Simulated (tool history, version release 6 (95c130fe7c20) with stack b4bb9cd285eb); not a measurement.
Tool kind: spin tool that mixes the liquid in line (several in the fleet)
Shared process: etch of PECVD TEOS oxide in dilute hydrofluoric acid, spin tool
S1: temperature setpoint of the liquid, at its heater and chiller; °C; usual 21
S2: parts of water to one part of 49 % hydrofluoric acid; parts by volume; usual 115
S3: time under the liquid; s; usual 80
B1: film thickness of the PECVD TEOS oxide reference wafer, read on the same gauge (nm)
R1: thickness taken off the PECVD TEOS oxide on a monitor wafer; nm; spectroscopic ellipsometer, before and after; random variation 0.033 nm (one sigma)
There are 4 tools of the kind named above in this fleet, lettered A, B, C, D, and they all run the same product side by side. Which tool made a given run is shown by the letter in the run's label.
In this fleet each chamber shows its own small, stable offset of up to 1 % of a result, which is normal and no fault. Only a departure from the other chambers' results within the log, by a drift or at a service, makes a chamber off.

| run | hour | S1 | S2 | S3 | B1 | R1 |
|---|---|---|---|---|---|---|
| 1A | 5.6 | 21 | 115 | 80 | 30.003 | 7.39 |
| 2C | 8.2 | 21 | 115 | 80 | 29.96 | 7.3621 |
| 3B | 11.3 | 21 | 115 | 80 | 30.002 | 7.2459 |
| 4D | 16.8 | 21 | 115 | 80 | 29.974 | 7.42 |
| 5C | 21.6 | 21 | 115 | 80 | 30.001 | 7.3508 |
| 6D | 25.2 | 21 | 115 | 80 | 29.998 | 7.3981 |
| 7B | 29.8 | 21 | 115 | 80 | 29.967 | 7.342 |
| 8A | 34.2 | 21 | 115 | 80 | 30.007 | 7.4082 |
| 9A | 38.3 | 21 | 115 | 80 | 30.019 | 7.3883 |
| 10D | 43.4 | 21 | 115 | 80 | 29.981 | 7.3792 |
| 11B | 48.8 | 21 | 115 | 80 | 30.01 | 7.2668 |
|  | 51.4 | chamber A: hydrofluoric acid flow meter replaced |
| 12C | 52.7 | 21 | 115 | 80 | 30.047 | 7.4153 |
| 13A | 55.8 | 21 | 115 | 80 | 30.014 | 7.4409 |
| 14C | 59.8 | 21 | 115 | 80 | 29.967 | 7.3952 |
| 15B | 65.2 | 21 | 115 | 80 | 30.008 | 7.3318 |
| 16D | 68.3 | 21 | 115 | 80 | 29.987 | 7.436 |
| 17C | 72.3 | 21 | 115 | 80 | 30.018 | 7.419 |
| 18A | 76.1 | 21 | 115 | 80 | 30.035 | 7.4221 |
|  | 78.6 | chamber D: thermometer replaced |
| 19D | 79.1 | 21 | 115 | 115 | 29.989 | 10.679 |
| 20B | 82.4 | 21 | 115 | 115 | 29.979 | 10.493 |
| 21A | 87.5 | 21 | 115 | 115 | 29.973 | 10.69 |
| 22D | 90.6 | 21 | 115 | 115 | 29.976 | 10.643 |
| 23B | 94.6 | 21 | 115 | 80 | 29.972 | 7.3097 |
| 24C | 97.6 | 21 | 115 | 80 | 30.007 | 7.4102 |
| 25D | 100.4 | 21 | 115 | 80 | 29.976 | 7.401 |
| 26B | 105.3 | 25 | 75 | 80 | 29.995 | 13.687 |
| 27A | 107.8 | 25 | 75 | 80 | 30.012 | 14.072 |
| 28C | 113 | 25 | 75 | 80 | 29.98 | 14.046 |
| 29D | 118.5 | 25 | 75 | 80 | 30.03 | 14.025 |
| 30A | 123.3 | 21 | 115 | 80 | 30.008 | 7.4044 |
| 31B | 127.5 | 21 | 55 | 115 | 30.035 | 23.299 |
| 32C | 130.6 | 21 | 55 | 115 | 29.95 | 23.963 |
| 33B | 133 | 21 | 55 | 115 | 30.03 | 23.533 |
| 34C | 135.6 | 21 | 55 | 115 | 29.966 | 24.075 |
| 35A | 140.6 | 21 | 115 | 80 | 29.975 | 7.3783 |
| 36D | 145.1 | 21 | 115 | 80 | 30.028 | 7.3666 |
| 37A | 150.7 | 24.5 | 115 | 80 | 30.007 | 8.5144 |
| 38D | 156.2 | 24.5 | 115 | 80 | 29.981 | 8.4763 |
| 39C | 161.6 | 24.5 | 115 | 80 | 29.991 | 8.494 |
| 40B | 165.7 | 24.5 | 115 | 80 | 29.989 | 8.3718 |

The same settings go to every chamber for the next run, one line per chamber below. Forecast the results for each:
| 41A | 169.8 | 25.5 | 115 | 80 |  | ? |
| 41B | 169.8 | 25.5 | 115 | 80 |  | ? |
| 41C | 169.8 | 25.5 | 115 | 80 |  | ? |
| 41D | 169.8 | 25.5 | 115 | 80 |  | ? |

| run | R1 |
|---|---|
| 41A | 8.862 |
| 41B | 8.7477 |
| 41C | 8.8369 |
| 41D | 8.8539 |

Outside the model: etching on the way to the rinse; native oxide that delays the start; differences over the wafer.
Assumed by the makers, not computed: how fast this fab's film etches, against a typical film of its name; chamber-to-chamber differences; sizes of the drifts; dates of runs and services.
